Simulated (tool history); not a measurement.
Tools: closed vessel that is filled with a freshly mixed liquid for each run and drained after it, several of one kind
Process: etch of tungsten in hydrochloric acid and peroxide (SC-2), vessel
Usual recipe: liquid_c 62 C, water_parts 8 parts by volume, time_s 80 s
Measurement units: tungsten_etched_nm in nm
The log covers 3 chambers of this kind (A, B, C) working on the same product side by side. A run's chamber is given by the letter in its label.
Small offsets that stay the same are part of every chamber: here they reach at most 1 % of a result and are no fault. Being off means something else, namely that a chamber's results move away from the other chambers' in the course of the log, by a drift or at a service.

| run | hour | liquid_c | water_parts | time_s | read-back film thickness of the tungsten reference wafer, read on the same gauge (nm) | tungsten_etched_nm |
|---|---|---|---|---|---|---|
| 1A | 8.4 | 62 | 8 | 80 | 70.003 | 34.869 |
| 2C | 20.8 | 62 | 8 | 80 | 70.019 | 34.846 |
| 3B | 27 | 62 | 8 | 80 | 69.958 | 34.783 |
| 4B | 35.4 | 62 | 8 | 80 | 70 | 34.338 |
|  | 47.9 | chamber B: chemicals flow meter replaced |
| 5C | 49.7 | 62 | 8 | 80 | 70.009 | 34.162 |
| 6A | 56 | 62 | 8 | 80 | 70.013 | 34.591 |
| 7A | 63.2 | 58 | 8 | 80 | 69.996 | 26.83 |
|  | 71.4 | chamber A: thermometer replaced |
| 8B | 73.9 | 58 | 8 | 80 | 70.005 | 26.728 |
| 9C | 82.5 | 58 | 8 | 80 | 70.033 | 27.054 |
| 10A | 96.4 | 62 | 8 | 80 | 70.017 | 34.463 |
| 11B | 110 | 62 | 8 | 80 | 69.978 | 34.351 |
| 12C | 120.2 | 62 | 8 | 125 | 70.016 | 54.466 |
|  | 121.8 | chamber A: new drum of peroxide connected |
| 13A | 134.1 | 62 | 8 | 125 | 69.985 | 54.366 |
| 14B | 147.8 | 62 | 8 | 125 | 70.03 | 51.671 |
| 15C | 154.5 | 62 | 8 | 80 | 70.022 | 34.676 |
| 16C | 163.8 | 62 | 8 | 80 | 69.998 | 34.403 |
| 17A | 172.2 | 62 | 8 | 80 | 69.965 | 34.655 |
| 18B | 185.9 | 62 | 8 | 80 | 70.009 | 33.237 |
| 19C | 200 | 62 | 8 | 80 | 70.027 | 34.454 |
| 20B | 212.3 | 62 | 8 | 80 | 69.985 | 33.287 |
| 21A | 225.9 | 62 | 8 | 80 | 70.014 | 34.331 |
| 22C | 235 | 62 | 8 | 80 | 69.974 | 34.864 |
| 23B | 247.9 | 62 | 8 | 80 | 70.013 | 32.64 |
| 24A | 254.2 | 62 | 8 | 80 | 69.985 | 34.248 |
| 25A | 261.1 | 62 | 8 | 80 | 70.003 | 34.953 |
| 26B | 271.6 | 62 | 8 | 80 | 70.007 | 32.185 |
| 27C | 282.5 | 62 | 8 | 80 | 69.989 | 34.565 |
| 28C | 289.2 | 62 | 8 | 80 | 70.002 | 34.362 |
| 29B | 297.8 | 62 | 8 | 80 | 69.99 | 32.164 |
| 30A | 305 | 62 | 8 | 80 | 70.012 | 34.442 |
| 31A | 316 | 62 | 8 | 80 | 70.024 | 34.32 |
| 32C | 323.8 | 62 | 8 | 80 | 70.015 | 34.591 |
| 33B | 332.2 | 65.5 | 8 | 80 | 69.998 | 39.297 |
| 34B | 341.4 | 65.5 | 8 | 80 | 70.004 | 39.577 |
| 35A | 349.9 | 65.5 | 8 | 80 | 69.963 | 43.34 |
| 36C | 363.9 | 62 | 8 | 80 | 69.997 | 34.968 |
| 37C | 372.8 | 62 | 8 | 80 | 70.004 | 35.119 |
| 38B | 382.7 | 62 | 8 | 80 | 70.006 | 31.359 |
| 39A | 393.3 | 62 | 8 | 80 | 70.015 | 34.261 |
| 40B | 405.2 | 62 | 8 | 80 | 70.027 | 31.265 |
|  | 406.4 | chamber C: thermometer replaced |
| 41A | 417.5 | 52.5 | 8 | 80 | 70.002 | 18.608 |
| 42C | 431.8 | 52.5 | 8 | 80 | 70.016 | 19.225 |

Has any chamber moved away from the others, gradually or after a service, or does the common gauge drift, or do the chambers differ only by their own small steady offsets? State the chamber and the most likely cause if one applies.

One chamber, B, drifts off from the rest bit by bit.
Cause: liquid colder than its thermometer reads (K) = 1.81.
It could be hard to tell apart here from: chemicals flow below the setpoint (%).

Chamber B could run next with any of the 4 candidate recipes listed below; each alters the usual settings, and their results appear as question marks. Which one brings its results back in line with what the other chambers deliver on the usual settings?
To be in line, a result may differ from the other chambers' mean on the usual settings by at most: tungsten_etched_nm 0.99 nm
| 43B-1 | 442.1 | 60.5 | 8.5 | 75 |  | ? |
| 43B-2 | 442.1 | 64.5 | 7.5 | 80 |  | ? |
| 43B-3 | 442.1 | 63 | 8 | 85 |  | ? |
| 43B-4 | 442.1 | 60 | 8 | 80 |  | ? |

Other chambers, usual settings, mean: tungsten_etched_nm 34.449 nm
| run | tungsten_etched_nm |
|---|---|
| 43B-1 | 24.978 |
| 43B-2 | 37.941 |
| 43B-3 | 34.844 |
| 43B-4 | 27.125 |
43B-3 is the one that brings the chamber's results back in line with the other chambers.
